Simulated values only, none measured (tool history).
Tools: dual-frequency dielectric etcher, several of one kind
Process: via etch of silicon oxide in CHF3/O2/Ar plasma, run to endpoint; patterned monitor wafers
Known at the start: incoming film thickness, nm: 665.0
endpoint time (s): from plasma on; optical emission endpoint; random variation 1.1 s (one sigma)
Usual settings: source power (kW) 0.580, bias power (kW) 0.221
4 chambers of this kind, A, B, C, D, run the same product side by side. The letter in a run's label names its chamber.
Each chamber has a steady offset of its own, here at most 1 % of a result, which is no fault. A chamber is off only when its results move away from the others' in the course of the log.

run	hour	source power (kW)	bias power (kW)	hours since the last wet clean	hours since the last source power generator calibration	hours since the last bias power generator calibration	endpoint time (s)
1C	3.8	0.580	0.221	334.8	1522.8	855.3	319.06
2B	7.7	0.580	0.221	340.9	2404.8	751.9	314.74
3A	12.4	0.580	0.221	261.1	1556.5	3491.4	315.53
4D	15.6	0.580	0.221	46.6	2268.9	771.4	318.17
5A	20.3	0.580	0.221	269.0	1564.4	3499.3	318.50
6D	23.4	0.700	0.250	54.4	2276.7	779.2	283.22
7C	27.3	0.700	0.250	358.3	1546.3	878.8	282.22
8B	31.4	0.700	0.250	364.6	2428.5	775.6	280.93
9C	36.1	0.700	0.250	367.1	1555.1	887.6	283.29
10D	39.7	0.580	0.221	70.7	2293.0	795.5	317.36
11A	43.0	0.580	0.221	291.7	1587.1	3522.0	319.65
12B	45.4	0.580	0.221	378.6	2442.5	789.6	315.25
13C	48.4	0.580	0.221	379.4	1567.4	899.9	318.86
14D	53.0	0.580	0.221	84.0	2306.3	808.8	318.83
15B	57.1	0.580	0.221	390.3	2454.2	801.3	315.47
16A	60.7	0.580	0.221	309.4	1604.8	3539.7	320.60
17C	63.0	0.530	0.221	394.0	1582.0	914.5	331.83
18B	66.9	0.530	0.221	400.1	2464.0	811.1	325.49
19A	71.3	0.530	0.221	320.0	1615.4	3550.3	332.41
20D	75.4	0.530	0.221	106.4	2328.7	831.2	327.43
21D	79.7	0.540	0.261	110.7	2333.0	835.5	307.09
22A	82.7	0.540	0.261	331.4	1626.8	3561.7	310.65
23C	85.4	0.540	0.261	416.4	1604.4	936.9	308.59
24B	88.4	0.540	0.261	421.6	2485.5	832.6	304.96
25D	91.4	0.580	0.221	122.4	2344.7	847.2	315.62
26C	93.9	0.580	0.221	424.9	1612.9	945.4	318.89
# hour 96.8: chamber C: wet clean of the chamber
27A	97.4	0.530	0.193	346.1	1641.5	3576.4	349.50
# hour 100.0: chamber B: wet clean of the chamber
28B	101.3	0.530	0.193	1.3	2498.4	845.5	340.22
29B	105.9	0.530	0.193	5.9	2503.0	850.1	342.43
30C	108.2	0.530	0.193	11.4	1627.2	959.7	345.22
31A	112.7	0.580	0.221	361.4	1656.8	3591.7	325.32
32D	115.8	0.580	0.221	146.8	2369.1	871.6	317.78
33A	118.0	0.580	0.221	366.7	1662.1	3597.0	324.21
34B	121.8	0.580	0.221	21.8	2518.9	866.0	314.77
35D	126.3	0.580	0.221	157.3	2379.6	882.1	316.50
36C	129.8	0.580	0.221	33.0	1648.8	981.3	319.44
37C	133.5	0.580	0.221	36.7	1652.5	985.0	315.54
38A	136.2	0.540	0.172	384.9	1680.3	3615.2	365.96

Next, every chamber runs the same settings. What will each give?
39A	139.6	0.580	0.221				?
39B	139.6	0.580	0.221				?
39C	139.6	0.580	0.221				?
39D	139.6	0.580	0.221				?

run	endpoint time (s)
39A	325.77
39B	314.82
39C	318.84
39D	317.45

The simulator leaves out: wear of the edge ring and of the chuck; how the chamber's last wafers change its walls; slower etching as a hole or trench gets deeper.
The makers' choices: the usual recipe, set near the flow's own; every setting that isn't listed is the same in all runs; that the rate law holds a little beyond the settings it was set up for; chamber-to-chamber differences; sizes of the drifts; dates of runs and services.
